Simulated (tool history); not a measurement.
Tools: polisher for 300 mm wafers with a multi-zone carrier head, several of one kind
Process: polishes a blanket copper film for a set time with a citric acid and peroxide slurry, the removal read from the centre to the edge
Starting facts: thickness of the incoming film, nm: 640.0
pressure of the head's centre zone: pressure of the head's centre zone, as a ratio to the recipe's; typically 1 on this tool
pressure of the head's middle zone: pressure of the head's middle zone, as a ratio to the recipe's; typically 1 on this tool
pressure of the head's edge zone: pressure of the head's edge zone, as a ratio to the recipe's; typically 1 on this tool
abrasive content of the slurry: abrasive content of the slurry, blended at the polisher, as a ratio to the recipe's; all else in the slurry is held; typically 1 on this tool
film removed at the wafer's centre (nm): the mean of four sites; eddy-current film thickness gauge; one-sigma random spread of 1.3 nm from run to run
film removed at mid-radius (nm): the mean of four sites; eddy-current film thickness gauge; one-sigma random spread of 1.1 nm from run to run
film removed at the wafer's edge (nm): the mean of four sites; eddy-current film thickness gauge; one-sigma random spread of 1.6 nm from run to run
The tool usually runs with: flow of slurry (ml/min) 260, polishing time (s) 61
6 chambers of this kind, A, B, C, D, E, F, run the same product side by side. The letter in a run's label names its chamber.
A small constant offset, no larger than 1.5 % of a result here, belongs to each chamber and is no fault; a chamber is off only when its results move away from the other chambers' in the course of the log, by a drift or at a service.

run   hour  flow of slurry (ml/min)  pressure of the head's centre zone  pressure of the head's middle zone  pressure of the head's edge zone  abrasive content of the slurry  polishing time (s)  wafers polished on this pad  hours since the slurry nozzle was cleaned  hours since the centre zone pressure was calibrated  hours since the edge zone pressure was calibrated  film removed at the wafer's centre (nm)  film removed at mid-radius (nm)  film removed at the wafer's edge (nm)
 1B    3.1                      260                                   1                                   1                                 1                               1                  61                           88                                         29                                                287.6                                              298.2                                   117.09                           117.01                                 118.98
 2D    5.9                      260                                   1                                   1                                 1                               1                  61                          574                                       34.4                                                 21.2                                             1258.1                                   118.71                           116.77                                 115.63
 3C   11.3                      260                                   1                                   1                                 1                               1                  61                          648                                      518.6                                                 38.6                                              357.4                                    119.9                           122.22                                 120.44
 4E   14.5                      260                                   1                                   1                                 1                               1                  61                          675                                        156                                                303.5                                              103.9                                   118.93                           120.25                                 119.29
      16.1  -- chamber F: centre zone pressure recalibrated
      16.3  -- chamber A: worn pad replaced by a new one
 5A   17.4                      290                                   1                                   1                                 1                               1                  61                            7                                        467                                                900.8                                              892.6                                   123.46                           121.31                                 119.32
 6F   22.9                      290                                   1                                   1                                 1                               1                  61                          693                                      332.6                                                  6.8                                                358                                    121.3                           120.55                                 118.84
 7C   26.2                      290                                   1                                   1                                 1                               1                  61                          745                                      533.5                                                 53.5                                              372.3                                    120.3                           122.27                                 119.11
 8E   30.2                      290                                   1                                   1                                 1                               1                  61                          777                                      171.7                                                319.2                                              119.6                                   121.41                            119.9                                 122.73
 9B   33.8                      290                                   1                                   1                                 1                               1                  61                          287                                       59.7                                                318.3                                              328.9                                   120.23                           119.26                                 118.03
10A   36.3                      290                                   1                                   1                                 1                               1                  61                          130                                      485.9                                                919.7                                              911.5                                   122.53                           120.28                                 122.02
11D   39.3                      260                                   1                                   1                                 1                               1                  61                          791                                       67.8                                                 54.6                                             1291.5                                   117.82                           119.87                                 119.36
12F     42                      260                                   1                                   1                                 1                               1                  61                          817                                      351.7                                                 25.9                                              377.1                                   116.42                           118.51                                 120.26
13D   44.6                      260                                   1                                   1                                 1                               1                  61                          826                                       73.1                                                 59.9                                             1296.8                                   118.58                           120.47                                 117.88
14F   49.4                      260                                   1                                   1                                 1                               1                  61                          865                                      359.1                                                 33.3                                              384.5                                   117.85                           117.12                                 118.31
15C   53.2                      260                                   1                                   1                                 1                               1                  61                          920                                      560.5                                                 80.5                                              399.3                                   119.86                           123.02                                 120.95
      56.4  -- chamber B: worn pad replaced by a new one
16A   57.5                      260                                   1                                   1                                 1                               1                  61                          267                                      507.1                                                940.9                                              932.7                                   118.38                           118.97                                 123.06
      59.5  -- chamber C: slurry nozzle cleaned
      59.8  -- chamber A: edge zone pressure recalibrated
17B   61.7                      215                                   1                                   1                                 1                               1                  46                           35                                       87.6                                                346.2                                              356.8                                    86.63                           88.156                                 87.259
18E   66.2                      215                                   1                                   1                                 1                               1                  46                         1011                                      207.7                                                355.2                                              155.6                                   89.977                           87.327                                 89.324
19D   69.3                      215                                   1                                   1                                 1                               1                  46                          987                                       97.8                                                 84.6                                             1321.5                                   87.221                           88.564                                 87.619
20A   74.8                      215                                   1                                   1                                 1                               1                  46                          380                                      524.4                                                958.2                                                 15                                   88.826                           87.831                                 88.376
21B   77.5                      215                                   1                                   1                                 1                               1                  46                          137                                      103.4                                                  362                                              372.6                                   87.645                           88.578                                 87.627
22C   80.9                      215                                   1                                   1                                 1                               1                  46                         1100                                       21.4                                                108.2                                                427                                   84.449                           86.883                                 86.493
23E   86.3                      260                                   1                                   1                                 1                               1                  61                         1142                                      227.8                                                375.3                                              175.7                                   120.89                            118.7                                 119.47
24F   90.5                      260                                   1                                   1                                 1                             0.7                  52                         1132                                      400.2                                                 74.4                                              425.6                                   91.108                           92.553                                 93.885
25A   93.8                      260                                   1                                   1                                 1                             0.7                  52                          503                                      543.4                                                977.2                                                 34                                   93.691                           93.906                                 94.685
26E   97.9                      260                                   1                                   1                                 1                             0.7                  52                         1217                                      239.4                                                386.9                                              187.3                                   95.764                           95.696                                 96.591
      99.1  -- chamber E: centre zone pressure recalibrated
27F  101.9                      260                                   1                                   1                                 1                             0.7                  52                         1206                                      411.6                                                 85.8                                                437                                   93.453                           93.248                                 95.986
     103.7  -- chamber D: worn pad replaced by a new one
     104.8  -- chamber E: worn pad replaced by a new one
28C  105.4                      260                                   1                                   1                                 1                             0.7                  52                         1260                                       45.9                                                132.7                                              451.5                                    90.63                           89.774                                 90.066
29D  109.8                      260                                   1                                   1                                 1                             0.7                  52                           39                                      138.3                                                125.1                                               1362                                   94.551                           94.307                                  94.92
     111.3  -- chamber F: edge zone pressure recalibrated
30B    115                      260                                   1                                   1                                 1                               1                  61                          381                                      140.9                                                399.5                                              410.1                                   117.72                           118.79                                 120.39
31A  117.7                      260                                   1                                   1                                 1                               1                  61                          659                                      567.3                                               1001.1                                               57.9                                   119.92                           120.87                                 118.59
       121  -- chamber F: worn pad replaced by a new one
32D  122.3                      260                                   1                                   1                                 1                               1                  61                          120                                      150.8                                                137.6                                             1374.5                                   118.52                           119.62                                 119.28
33B  127.4                      260                                   1                                   1                                 1                               1                  61                          462                                      153.3                                                411.9                                              422.5                                   117.99                           120.14                                 117.34
34E  131.5                      260                                   1                                   1                                 1                               1                  61                          173                                        273                                                 32.4                                              220.9                                   119.64                           119.29                                 120.08
35F  136.7                      260                                   1                                   1                                 1                               1                  61                          102                                      446.4                                                120.6                                               25.5                                   118.74                           118.95                                 118.86
36C  139.6                      260                                   1                                   1                                 1                               1                  61                         1482                                       80.1                                                166.9                                              485.7                                   108.12                           109.63                                 110.76
37E  142.9                      260                                   1                                   1                                 1                               1                  61                          248                                      284.4                                                 43.8                                              232.3                                   119.49                           120.93                                 120.63

Decide between three cases: one chamber stands off from its peers, the gauge reading all wafers drifts, or nothing is wrong past each chamber's small offset. Where a chamber is off, say which and what most likely put it there.

Chamber C drifts away from the others.
Likeliest cause: removal rate lost through wear of the pad, % = 9.74.

Below are 4 candidate recipes for chamber C's next run, each the usual settings with a change, their results shown as question marks. Which of them brings C's results back in line with what the other chambers give on the usual settings?
In line means no further than this from the other chambers' mean on the usual settings: film removed at the wafer's centre (nm) 4.4; film removed at mid-radius (nm) 3.9; film removed at the wafer's edge (nm) 5.4
38C-1  147.1                      260                                   1                                   1                              1.01                               1                  67                                                                                                                                                                                                                        ?                                ?                                      ?
38C-2  147.1                      265                                   1                                   1                              1.01                            1.05                  71                                                                                                                                                                                                                        ?                                ?                                      ?
38C-3  147.1                      260                                   1                                   1                              0.99                               1                  55                                                                                                                                                                                                                        ?                                ?                                      ?
38C-4  147.1                      255                                0.99                                   1                              0.99                               1                  52                                                                                                                                                                                                                        ?                                ?                                      ?

Other chambers, usual settings, mean: film removed at the wafer's centre (nm) 119.3; film removed at mid-radius (nm) 119.1; film removed at the wafer's edge (nm) 119.7
  run  film removed at the wafer's centre (nm)  film removed at mid-radius (nm)  film removed at the wafer's edge (nm)
38C-1                                   118.08                           117.97                                  118.8
38C-2                                   126.76                           126.61                                 127.44
38C-3                                   96.928                           96.841                                 96.515
38C-4                                   90.435                           91.366                                 91.101
With 38C-1, the chamber falls back in line with the rest.
